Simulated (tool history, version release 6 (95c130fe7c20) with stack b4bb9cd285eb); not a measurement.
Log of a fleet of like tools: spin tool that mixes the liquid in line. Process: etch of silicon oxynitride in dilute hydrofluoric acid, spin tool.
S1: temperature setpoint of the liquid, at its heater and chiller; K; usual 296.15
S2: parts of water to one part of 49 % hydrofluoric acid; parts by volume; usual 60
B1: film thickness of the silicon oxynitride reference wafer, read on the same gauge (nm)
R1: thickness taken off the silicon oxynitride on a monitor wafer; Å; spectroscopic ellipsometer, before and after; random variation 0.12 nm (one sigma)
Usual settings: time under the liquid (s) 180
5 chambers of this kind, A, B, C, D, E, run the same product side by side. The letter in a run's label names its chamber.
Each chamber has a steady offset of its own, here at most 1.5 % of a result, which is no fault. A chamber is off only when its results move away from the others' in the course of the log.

{"run": "1C", "hour": 3.6, "S1": 296.15, "S2": 60, "time under the liquid (s)": 180, "B1": 70.017, "R1": 140.39}
{"run": "2B", "hour": 10.2, "S1": 296.15, "S2": 60, "time under the liquid (s)": 180, "B1": 70.033, "R1": 138.37}
{"run": "3E", "hour": 17.6, "S1": 296.15, "S2": 60, "time under the liquid (s)": 180, "B1": 70.031, "R1": 139.11}
{"run": "4A", "hour": 20.8, "S1": 296.15, "S2": 60, "time under the liquid (s)": 180, "B1": 69.993, "R1": 139.42}
{"run": "5D", "hour": 24.9, "S1": 296.15, "S2": 60, "time under the liquid (s)": 180, "B1": 70.037, "R1": 137.45}
{"run": "6D", "hour": 32.3, "S1": 296.15, "S2": 60, "time under the liquid (s)": 180, "B1": 69.978, "R1": 139.45}
{"run": "7C", "hour": 36.5, "S1": 296.15, "S2": 60, "time under the liquid (s)": 180, "B1": 69.995, "R1": 140.98}
{"run": "8E", "hour": 41.4, "S1": 296.15, "S2": 60, "time under the liquid (s)": 180, "B1": 69.984, "R1": 139.98}
{"run": "9A", "hour": 48.6, "S1": 300.65, "S2": 35, "time under the liquid (s)": 180, "B1": 70.016, "R1": 303.82}
{"run": "10B", "hour": 55.5, "S1": 300.65, "S2": 35, "time under the liquid (s)": 180, "B1": 69.993, "R1": 300.81}
{"run": "11C", "hour": 58.7, "S1": 300.65, "S2": 35, "time under the liquid (s)": 180, "B1": 69.998, "R1": 309.46}
{"run": "12D", "hour": 63.4, "S1": 300.65, "S2": 35, "time under the liquid (s)": 180, "B1": 70, "R1": 306.74}
{"run": "13B", "hour": 69.0, "S1": 300.65, "S2": 35, "time under the liquid (s)": 180, "B1": 70.007, "R1": 299.67}
{"run": "14E", "hour": 74.2, "S1": 296.15, "S2": 60, "time under the liquid (s)": 180, "B1": 70.008, "R1": 139.52}
{"run": "15A", "hour": 77.9, "S1": 296.15, "S2": 60, "time under the liquid (s)": 180, "B1": 69.994, "R1": 141.14}
{"hour": 81.3, "done": "chamber E: hydrofluoric acid flow meter replaced"}
{"run": "16A", "hour": 82.2, "S1": 296.15, "S2": 60, "time under the liquid (s)": 240, "B1": 69.985, "R1": 187.74}
{"run": "17B", "hour": 86.2, "S1": 296.15, "S2": 60, "time under the liquid (s)": 240, "B1": 69.979, "R1": 187.96}
{"run": "18D", "hour": 92.1, "S1": 296.15, "S2": 60, "time under the liquid (s)": 240, "B1": 70.004, "R1": 185.79}
{"run": "19C", "hour": 96.2, "S1": 296.15, "S2": 60, "time under the liquid (s)": 240, "B1": 70.026, "R1": 187.9}
{"run": "20E", "hour": 100.2, "S1": 296.15, "S2": 60, "time under the liquid (s)": 240, "B1": 69.993, "R1": 185.83}
{"hour": 105.5, "done": "chamber B: hydrofluoric acid flow meter replaced"}
{"run": "21C", "hour": 106.4, "S1": 296.15, "S2": 60, "time under the liquid (s)": 180, "B1": 70.004, "R1": 141.25}
{"run": "22D", "hour": 110.2, "S1": 296.15, "S2": 60, "time under the liquid (s)": 180, "B1": 69.976, "R1": 141.57}
{"run": "23B", "hour": 117.1, "S1": 296.15, "S2": 60, "time under the liquid (s)": 180, "B1": 69.981, "R1": 146.29}
{"run": "24A", "hour": 124.2, "S1": 296.15, "S2": 60, "time under the liquid (s)": 180, "B1": 69.975, "R1": 140.83}
{"run": "25E", "hour": 128.4, "S1": 296.15, "S2": 60, "time under the liquid (s)": 180, "B1": 70.004, "R1": 140.15}
{"run": "26A", "hour": 134.0, "S1": 296.15, "S2": 60, "time under the liquid (s)": 180, "B1": 70.039, "R1": 140.98}
{"run": "27D", "hour": 137.8, "S1": 296.15, "S2": 60, "time under the liquid (s)": 180, "B1": 70.003, "R1": 139.88}
{"run": "28C", "hour": 144.0, "S1": 292.65, "S2": 75, "time under the liquid (s)": 180, "B1": 69.978, "R1": 94.187}
{"run": "29E", "hour": 150.2, "S1": 292.65, "S2": 75, "time under the liquid (s)": 180, "B1": 69.982, "R1": 92.309}
{"run": "30B", "hour": 157.5, "S1": 292.65, "S2": 75, "time under the liquid (s)": 180, "B1": 70.008, "R1": 100.24}
{"run": "31C", "hour": 161.4, "S1": 292.65, "S2": 75, "time under the liquid (s)": 180, "B1": 70.039, "R1": 93.249}
{"run": "32D", "hour": 165.5, "S1": 292.65, "S2": 75, "time under the liquid (s)": 180, "B1": 70.002, "R1": 93.28}

Is one chamber off against the others, does the gauge drift, or is nothing wrong? If a chamber is off, say which, and what the likeliest cause is.

Chamber B drifts away from the others.
Cause: liquid hotter than its thermometer reads (K) = 1.65.

Here are 4 candidates for chamber B's next run, each the usual settings with a change, their results left as question marks. Which one brings its results back in line with what the others give on the usual settings?
In line means no further than this from the other chambers' mean on the usual settings: R1 4.2 Å
{"run": "33B-1", "hour": 170.9, "S1": 296.15, "S2": 65, "time under the liquid (s)": 180, "R1": "?"}
{"run": "33B-2", "hour": 170.9, "S1": 296.15, "S2": 60, "time under the liquid (s)": 185, "R1": "?"}
{"run": "33B-3", "hour": 170.9, "S1": 296.15, "S2": 60, "time under the liquid (s)": 175, "R1": "?"}
{"run": "33B-4", "hour": 170.9, "S1": 296.15, "S2": 60, "time under the liquid (s)": 195, "R1": "?"}

The other chambers' mean on the usual settings: R1 140.28 Å
run=33B-1 R1=139.6
run=33B-2 R1=155.9
run=33B-3 R1=147.47
run=33B-4 R1=164.33
33B-1 brings the chamber back in line.
